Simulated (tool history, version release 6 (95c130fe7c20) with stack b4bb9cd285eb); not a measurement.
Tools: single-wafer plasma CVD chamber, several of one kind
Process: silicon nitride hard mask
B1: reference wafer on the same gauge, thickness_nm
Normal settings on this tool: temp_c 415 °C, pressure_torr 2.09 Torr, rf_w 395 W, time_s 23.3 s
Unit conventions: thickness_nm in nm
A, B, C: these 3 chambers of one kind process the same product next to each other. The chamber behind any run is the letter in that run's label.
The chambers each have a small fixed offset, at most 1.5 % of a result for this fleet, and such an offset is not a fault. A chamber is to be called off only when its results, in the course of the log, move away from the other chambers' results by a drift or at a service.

{"run": "1A", "hour": 4.5, "temp_c": 415, "pressure_torr": 2.09, "rf_w": 395, "time_s": 23.3, "B1": 36.292, "thickness_nm": 34.042}
{"run": "2B", "hour": 12.0, "temp_c": 415, "pressure_torr": 2.09, "rf_w": 395, "time_s": 23.3, "B1": 36.274, "thickness_nm": 34.609}
{"run": "3C", "hour": 16.6, "temp_c": 415, "pressure_torr": 2.09, "rf_w": 395, "time_s": 23.3, "B1": 36.282, "thickness_nm": 34.098}
{"run": "4A", "hour": 20.9, "temp_c": 415, "pressure_torr": 2.09, "rf_w": 395, "time_s": 23.3, "B1": 36.273, "thickness_nm": 33.95}
{"run": "5C", "hour": 26.4, "temp_c": 415, "pressure_torr": 2.09, "rf_w": 395, "time_s": 23.3, "B1": 36.281, "thickness_nm": 34.072}
{"run": "6B", "hour": 31.6, "temp_c": 415, "pressure_torr": 2.09, "rf_w": 395, "time_s": 23.3, "B1": 36.266, "thickness_nm": 34.567}
{"run": "7C", "hour": 37.5, "temp_c": 415, "pressure_torr": 2.09, "rf_w": 395, "time_s": 23.3, "B1": 36.262, "thickness_nm": 33.965}
{"run": "8B", "hour": 42.8, "temp_c": 415, "pressure_torr": 2.09, "rf_w": 395, "time_s": 23.3, "B1": 36.257, "thickness_nm": 34.592}
{"run": "9A", "hour": 47.1, "temp_c": 415, "pressure_torr": 2.09, "rf_w": 395, "time_s": 23.3, "B1": 36.243, "thickness_nm": 33.993}
{"run": "10A", "hour": 51.3, "temp_c": 415, "pressure_torr": 2.09, "rf_w": 355, "time_s": 23.3, "B1": 36.235, "thickness_nm": 31.768}
{"run": "11C", "hour": 55.2, "temp_c": 415, "pressure_torr": 2.09, "rf_w": 355, "time_s": 23.3, "B1": 36.236, "thickness_nm": 31.747}
{"run": "12B", "hour": 60.0, "temp_c": 415, "pressure_torr": 2.09, "rf_w": 355, "time_s": 23.3, "B1": 36.232, "thickness_nm": 32.324}
{"run": "13A", "hour": 67.4, "temp_c": 415, "pressure_torr": 2.09, "rf_w": 395, "time_s": 23.3, "B1": 36.23, "thickness_nm": 33.948}
{"run": "14B", "hour": 72.8, "temp_c": 410, "pressure_torr": 2.09, "rf_w": 460, "time_s": 23.3, "B1": 36.222, "thickness_nm": 37.788}
{"hour": 74.3, "done": "chamber B: thermocouple changed; heater temperature recalibrated"}
{"run": "15C", "hour": 80.0, "temp_c": 410, "pressure_torr": 2.09, "rf_w": 460, "time_s": 23.3, "B1": 36.206, "thickness_nm": 37.208}
{"run": "16C", "hour": 85.5, "temp_c": 410, "pressure_torr": 2.09, "rf_w": 460, "time_s": 23.3, "B1": 36.205, "thickness_nm": 37.219}
{"run": "17A", "hour": 92.4, "temp_c": 415, "pressure_torr": 2.09, "rf_w": 395, "time_s": 23.3, "B1": 36.195, "thickness_nm": 33.908}
{"run": "18B", "hour": 97.5, "temp_c": 415, "pressure_torr": 2.09, "rf_w": 395, "time_s": 23.3, "B1": 36.2, "thickness_nm": 34.422}
{"run": "19C", "hour": 104.5, "temp_c": 415, "pressure_torr": 2.09, "rf_w": 395, "time_s": 23.3, "B1": 36.167, "thickness_nm": 33.92}
{"run": "20B", "hour": 108.6, "temp_c": 407, "pressure_torr": 2.09, "rf_w": 395, "time_s": 21.4, "B1": 36.191, "thickness_nm": 31.803}
{"run": "21A", "hour": 114.6, "temp_c": 407, "pressure_torr": 2.09, "rf_w": 395, "time_s": 21.4, "B1": 36.177, "thickness_nm": 31.26}
{"run": "22C", "hour": 120.0, "temp_c": 407, "pressure_torr": 2.09, "rf_w": 395, "time_s": 21.4, "B1": 36.156, "thickness_nm": 31.297}
{"run": "23B", "hour": 123.5, "temp_c": 415, "pressure_torr": 2.09, "rf_w": 395, "time_s": 23.3, "B1": 36.155, "thickness_nm": 34.451}
{"run": "24A", "hour": 129.2, "temp_c": 415, "pressure_torr": 2.09, "rf_w": 395, "time_s": 23.3, "B1": 36.152, "thickness_nm": 33.902}
{"run": "25C", "hour": 132.8, "temp_c": 415, "pressure_torr": 2.09, "rf_w": 395, "time_s": 23.3, "B1": 36.148, "thickness_nm": 33.943}
{"run": "26B", "hour": 136.1, "temp_c": 415, "pressure_torr": 2.09, "rf_w": 395, "time_s": 23.3, "B1": 36.149, "thickness_nm": 34.507}
{"run": "27A", "hour": 142.5, "temp_c": 415, "pressure_torr": 2.09, "rf_w": 395, "time_s": 23.3, "B1": 36.139, "thickness_nm": 33.868}

Read the log: is a single chamber off, either drifting away or since a service, is the gauge that measures every chamber drifting, or is nothing wrong beyond small per-chamber offsets? Name any odd chamber and what most likely caused it.

The shared gauge is drifting. All chambers look as if they move in step, but none is off.
Likeliest cause: gauge reads low (%) = 0.454.

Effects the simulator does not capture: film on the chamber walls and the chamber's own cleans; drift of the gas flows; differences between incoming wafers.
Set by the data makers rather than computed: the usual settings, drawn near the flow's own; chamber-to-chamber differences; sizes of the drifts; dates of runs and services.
